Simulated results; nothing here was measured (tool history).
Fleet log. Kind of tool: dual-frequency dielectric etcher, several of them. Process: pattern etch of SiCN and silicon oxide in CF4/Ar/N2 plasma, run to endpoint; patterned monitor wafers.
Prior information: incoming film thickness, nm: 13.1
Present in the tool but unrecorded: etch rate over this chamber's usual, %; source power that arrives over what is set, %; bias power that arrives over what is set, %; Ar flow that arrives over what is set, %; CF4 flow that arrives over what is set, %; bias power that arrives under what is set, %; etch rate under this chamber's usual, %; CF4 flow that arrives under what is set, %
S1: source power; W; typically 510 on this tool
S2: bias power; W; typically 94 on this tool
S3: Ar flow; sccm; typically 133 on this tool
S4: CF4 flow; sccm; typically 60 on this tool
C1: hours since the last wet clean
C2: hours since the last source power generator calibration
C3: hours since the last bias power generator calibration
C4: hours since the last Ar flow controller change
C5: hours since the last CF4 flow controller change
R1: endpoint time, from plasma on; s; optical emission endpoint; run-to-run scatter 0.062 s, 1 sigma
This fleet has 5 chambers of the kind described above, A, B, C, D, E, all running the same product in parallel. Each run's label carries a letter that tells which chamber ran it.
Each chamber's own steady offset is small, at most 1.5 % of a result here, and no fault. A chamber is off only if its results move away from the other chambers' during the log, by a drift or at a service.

run	hour	S1	S2	S3	S4	C1	C2	C3	C4	C5	R1
1B	6.1	510	94	133	60	343.2	3081.5	699.1	1475.3	1199.2	13.296
2A	10.5	510	94	133	60	470.3	1706.4	1318.6	4954.1	1535.6	13.31
3E	15.4	510	94	133	60	252.5	1089.6	2255.7	716.4	2515.8	13.19
4D	21.2	510	94	133	60	325.1	282.9	1395	4947.7	1188.9	13.283
# hour 26.8: chamber A: wet clean of the chamber
5C	26.9	510	94	133	60	59	60.4	3563.1	1544.3	551.6	13.154
6D	32.7	510	94	133	60	336.6	294.4	1406.5	4959.2	1200.4	13.296
7A	39.1	510	94	133	60	12.4	1735	1347.2	4982.7	1564.2	13.241
8E	45.6	510	94	133	60	282.7	1119.8	2285.9	746.6	2546	13.424
9C	53.1	510	94	133	60	85.2	86.6	3589.3	1570.5	577.8	13.051
10B	59.7	510	94	133	60	396.8	3135.1	752.7	1528.9	1252.8	13.269
# hour 63.1: chamber C: bias power generator calibrated
11B	66.2	510	94	133	60	403.3	3141.6	759.2	1535.4	1259.3	13.304
12E	71	590	94	133	71	308.1	1145.2	2311.3	772	2571.4	11.504
13A	76.9	590	94	133	71	50.2	1772.8	1385	5020.5	1602	11.437
14C	81.8	590	94	133	71	113.9	115.3	18.7	1599.2	606.5	11.382
15D	89.1	590	94	133	71	393	350.8	1462.9	5015.6	1256.8	11.433
16C	94.1	590	94	133	71	126.2	127.6	31	1611.5	618.8	11.312
# hour 96.7: chamber D: bias power generator calibrated
17B	102.2	580	94	110	60	439.3	3177.6	795.2	1571.4	1295.3	11.497
18E	108.5	580	94	110	60	345.6	1182.7	2348.8	809.5	2608.9	11.809
19A	113.9	580	94	110	60	87.2	1809.8	1422	5057.5	1639	11.616
20D	118.4	580	94	110	60	422.3	380.1	21.8	5044.9	1286.1	11.407
21C	124.4	580	94	110	60	156.5	157.9	61.3	1641.8	649.1	11.361
22E	128.9	510	94	133	60	366	1203.1	2369.2	829.9	2629.3	13.621
23B	136.5	510	94	133	60	473.6	3211.9	829.5	1605.7	1329.6	13.193
24D	144	510	94	133	60	447.9	405.7	47.4	5070.5	1311.7	13.194
25A	150.4	510	94	133	60	123.7	1846.3	1458.5	5094	1675.5	13.33
# hour 156.8: chamber B: wet clean of the chamber
26D	158.8	510	94	133	60	462.7	420.5	62.2	5085.3	1326.5	13.229
27B	167.4	510	94	133	60	10.6	3242.8	860.4	1636.6	1360.5	13.241
28C	173.7	380	94	133	60	205.8	207.2	110.6	1691.1	698.4	16.727
29E	178.3	380	94	133	60	415.4	1252.5	2418.6	879.3	2678.7	17.778
30A	183.6	380	94	133	60	156.9	1879.5	1491.7	5127.2	1708.7	17.226

One chamber off, gauge drift, or nothing amiss beyond the chambers' own small offsets? If it is a chamber, which one, and what is the likeliest cause?

Little by little, chamber E moves away from the other chambers.
Likeliest cause: etch rate under this chamber's usual, % = 4.17.
It could be hard to tell apart here from: source power that arrives under what is set, %.

Here are 4 candidates for chamber E's next run, each the usual settings with a change, their results left as question marks. Which one brings its results back in line with what the others give on the usual settings?
Allowed miss from the other chambers' usual-settings mean, per result, to count as in line: R1 0.22 s
31E-1	190	480	94	134	59						?
31E-2	190	510	75	133	55						?
31E-3	190	510	107	133	60						?
31E-4	190	560	98	131	61						?

Usual-settings mean across the other chambers: R1 13.205 s
run	R1
31E-1	14.672
31E-2	15.308
31E-3	13.208
31E-4	12.549
31E-3 is the one that brings the chamber's results back in line with the other chambers.
